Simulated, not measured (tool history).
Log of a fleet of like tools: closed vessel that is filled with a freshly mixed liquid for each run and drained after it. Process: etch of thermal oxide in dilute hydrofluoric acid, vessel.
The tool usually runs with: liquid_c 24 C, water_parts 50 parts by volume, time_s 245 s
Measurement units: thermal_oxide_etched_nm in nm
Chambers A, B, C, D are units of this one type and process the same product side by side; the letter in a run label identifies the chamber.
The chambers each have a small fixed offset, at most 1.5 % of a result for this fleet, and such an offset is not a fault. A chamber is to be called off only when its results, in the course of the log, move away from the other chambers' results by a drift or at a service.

run,day,liquid_c,water_parts,time_s,"read-back film thickness of the thermal oxide reference wafer, read on the same gauge (nm)",thermal_oxide_etched_nm
1C,0.233,24,50,245,79.991,23.316
2A,0.588,24,50,245,80.039,23.395
3B,0.996,24,50,245,80.003,23.617
4D,1.429,24,50,245,80.036,23.286
# day 1.721: chamber B: thermometer replaced
5A,1.892,24,50,245,80.029,22.918
6B,2.383,24,50,150,79.98,14.394
7C,2.712,24,50,150,80.015,14.117
8D,3.167,24,50,150,80.044,14.403
9A,3.504,24,50,150,80.001,14.136
10D,3.929,24,50,245,79.993,23.515
11B,4.325,28,50,375,80,41.764
12C,4.567,28,50,375,80.011,42.019
13B,5.017,28,50,375,79.991,42.278
14A,5.488,28,50,375,79.997,41.55
15D,5.892,24,50,245,79.982,24.191
16C,6.154,24,50,245,79.979,23.109
17A,6.525,24,50,245,80.014,22.746
18B,7.05,24,50,245,79.934,23.558
19D,7.475,24,50,245,79.991,24.118
20C,7.704,24,50,245,79.989,23.483
21C,8.062,24,50,245,79.983,23.232
22A,8.454,24,50,245,80.032,23.411
23D,8.912,24,50,245,79.975,24.892
24B,9.154,24,50,245,80.036,23.02
25B,9.508,24,50,245,79.982,23.477
26C,9.917,24,50,245,79.961,23.155
27D,10.238,24,50,245,80.018,24.927
# day 10.429: chamber A: thermometer replaced
28A,10.654,21,50,245,80.013,20.459
29C,10.946,21,50,245,79.993,20.399
30D,11.325,21,50,245,79.971,22.307
31A,11.712,21,50,245,79.984,20.35
32B,11.967,24,50,245,79.985,23.398

Next, every chamber runs the same settings. What will each give?
33A,12.346,24,50,245,,?
33B,12.346,24,50,245,,?
33C,12.346,24,50,245,,?
33D,12.346,24,50,245,,?

run,thermal_oxide_etched_nm
33A,23.438
33B,23.27
33C,23.302
33D,25.634
